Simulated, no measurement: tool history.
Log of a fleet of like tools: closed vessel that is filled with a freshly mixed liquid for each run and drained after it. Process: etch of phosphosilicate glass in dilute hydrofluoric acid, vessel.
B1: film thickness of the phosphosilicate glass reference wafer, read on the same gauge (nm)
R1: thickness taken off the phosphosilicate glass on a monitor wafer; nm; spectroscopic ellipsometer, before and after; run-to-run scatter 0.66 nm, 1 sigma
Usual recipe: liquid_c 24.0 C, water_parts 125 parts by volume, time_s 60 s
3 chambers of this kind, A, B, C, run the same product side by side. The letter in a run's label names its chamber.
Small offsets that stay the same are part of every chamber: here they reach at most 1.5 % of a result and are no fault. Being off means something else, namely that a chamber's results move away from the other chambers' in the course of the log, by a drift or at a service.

{"run": "1B", "hour": 6.3, "liquid_c": 24.0, "water_parts": 125, "time_s": 60, "B1": 110.01, "R1": 88.763}
{"hour": 7.8, "done": "chamber B: hydrofluoric acid flow meter replaced"}
{"run": "2C", "hour": 12.9, "liquid_c": 24.0, "water_parts": 125, "time_s": 60, "B1": 110.01, "R1": 90.063}
{"run": "3A", "hour": 19.5, "liquid_c": 24.0, "water_parts": 125, "time_s": 60, "B1": 109.99, "R1": 89.685}
{"run": "4A", "hour": 22.7, "liquid_c": 24.0, "water_parts": 125, "time_s": 60, "B1": 109.99, "R1": 91.09}
{"run": "5B", "hour": 26.6, "liquid_c": 24.0, "water_parts": 125, "time_s": 60, "B1": 110.0, "R1": 89.321}
{"run": "6C", "hour": 31.1, "liquid_c": 24.0, "water_parts": 125, "time_s": 60, "B1": 109.99, "R1": 89.429}
{"run": "7A", "hour": 36.2, "liquid_c": 22.0, "water_parts": 125, "time_s": 40, "B1": 110.0, "R1": 55.848}
{"run": "8B", "hour": 42.3, "liquid_c": 22.0, "water_parts": 125, "time_s": 40, "B1": 109.98, "R1": 55.083}
{"run": "9C", "hour": 47.4, "liquid_c": 22.0, "water_parts": 125, "time_s": 40, "B1": 110.0, "R1": 56.354}
{"run": "10B", "hour": 51.3, "liquid_c": 24.0, "water_parts": 125, "time_s": 60, "B1": 110.0, "R1": 89.042}
{"run": "11A", "hour": 55.4, "liquid_c": 24.0, "water_parts": 180, "time_s": 50, "B1": 110.01, "R1": 48.801}
{"run": "12C", "hour": 61.5, "liquid_c": 24.0, "water_parts": 180, "time_s": 50, "B1": 109.98, "R1": 48.649}
{"run": "13A", "hour": 65.1, "liquid_c": 24.0, "water_parts": 180, "time_s": 50, "B1": 110.01, "R1": 49.735}
{"run": "14C", "hour": 71.2, "liquid_c": 26.0, "water_parts": 125, "time_s": 45, "B1": 110.01, "R1": 71.733}
{"run": "15B", "hour": 74.4, "liquid_c": 26.0, "water_parts": 125, "time_s": 45, "B1": 110.0, "R1": 72.078}
{"run": "16B", "hour": 78.6, "liquid_c": 26.0, "water_parts": 125, "time_s": 45, "B1": 109.99, "R1": 72.257}
{"run": "17A", "hour": 82.8, "liquid_c": 24.0, "water_parts": 125, "time_s": 60, "B1": 110.0, "R1": 90.909}
{"run": "18C", "hour": 89.2, "liquid_c": 24.0, "water_parts": 125, "time_s": 75, "B1": 110.0, "R1": 111.45}
{"run": "19C", "hour": 95.1, "liquid_c": 24.0, "water_parts": 125, "time_s": 75, "B1": 110.0, "R1": 112.6}
{"run": "20A", "hour": 99.8, "liquid_c": 24.0, "water_parts": 125, "time_s": 75, "B1": 109.98, "R1": 114.37}
{"run": "21B", "hour": 105.3, "liquid_c": 24.0, "water_parts": 125, "time_s": 60, "B1": 110.0, "R1": 88.082}
{"run": "22B", "hour": 111.6, "liquid_c": 24.0, "water_parts": 125, "time_s": 60, "B1": 110.0, "R1": 89.211}
{"run": "23A", "hour": 117.3, "liquid_c": 24.0, "water_parts": 125, "time_s": 60, "B1": 110.0, "R1": 89.842}
{"run": "24C", "hour": 122.0, "liquid_c": 24.0, "water_parts": 125, "time_s": 60, "B1": 110.01, "R1": 90.594}
{"run": "25B", "hour": 128.8, "liquid_c": 24.0, "water_parts": 125, "time_s": 60, "B1": 110.02, "R1": 89.123}
{"run": "26A", "hour": 135.5, "liquid_c": 28.5, "water_parts": 75, "time_s": 60, "B1": 109.99, "R1": 197.92}
{"run": "27C", "hour": 140.0, "liquid_c": 28.5, "water_parts": 75, "time_s": 60, "B1": 110.0, "R1": 189.8}
{"run": "28A", "hour": 143.8, "liquid_c": 28.5, "water_parts": 75, "time_s": 60, "B1": 109.99, "R1": 195.21}
{"run": "29C", "hour": 148.9, "liquid_c": 24.0, "water_parts": 125, "time_s": 60, "B1": 109.99, "R1": 88.501}
{"run": "30B", "hour": 154.7, "liquid_c": 24.0, "water_parts": 125, "time_s": 60, "B1": 109.99, "R1": 90.335}
{"run": "31B", "hour": 159.3, "liquid_c": 24.0, "water_parts": 125, "time_s": 60, "B1": 109.99, "R1": 88.376}
{"run": "32A", "hour": 164.7, "liquid_c": 24.0, "water_parts": 125, "time_s": 60, "B1": 110.03, "R1": 90.574}
{"run": "33C", "hour": 169.8, "liquid_c": 22.0, "water_parts": 125, "time_s": 80, "B1": 110.01, "R1": 109.35}
{"run": "34C", "hour": 174.1, "liquid_c": 22.0, "water_parts": 125, "time_s": 80, "B1": 109.99, "R1": 110.7}
{"run": "35B", "hour": 179.0, "liquid_c": 22.0, "water_parts": 125, "time_s": 80, "B1": 110.01, "R1": 109.97}
{"run": "36A", "hour": 182.0, "liquid_c": 24.0, "water_parts": 125, "time_s": 60, "B1": 110.01, "R1": 90.05}
{"run": "37C", "hour": 185.2, "liquid_c": 24.0, "water_parts": 125, "time_s": 60, "B1": 110.0, "R1": 90.074}
{"run": "38B", "hour": 190.4, "liquid_c": 24.0, "water_parts": 125, "time_s": 60, "B1": 110.02, "R1": 88.7}
{"run": "39A", "hour": 195.4, "liquid_c": 24.0, "water_parts": 125, "time_s": 60, "B1": 109.99, "R1": 89.378}
{"run": "40C", "hour": 200.2, "liquid_c": 24.0, "water_parts": 125, "time_s": 60, "B1": 110.02, "R1": 89.516}
{"run": "41B", "hour": 205.0, "liquid_c": 24.0, "water_parts": 125, "time_s": 60, "B1": 110.0, "R1": 89.433}
{"run": "42A", "hour": 209.4, "liquid_c": 24.0, "water_parts": 125, "time_s": 60, "B1": 110.0, "R1": 91.085}
{"run": "43A", "hour": 214.6, "liquid_c": 24.0, "water_parts": 125, "time_s": 60, "B1": 110.0, "R1": 90.723}

Predict what each chamber gives when all 3 of them run the settings below next.
{"run": "44A", "hour": 219.6, "liquid_c": 24.0, "water_parts": 125, "time_s": 60, "R1": "?"}
{"run": "44B", "hour": 219.6, "liquid_c": 24.0, "water_parts": 125, "time_s": 60, "R1": "?"}
{"run": "44C", "hour": 219.6, "liquid_c": 24.0, "water_parts": 125, "time_s": 60, "R1": "?"}

run=44A R1=90.182
run=44B R1=89.556
run=44C R1=89.653
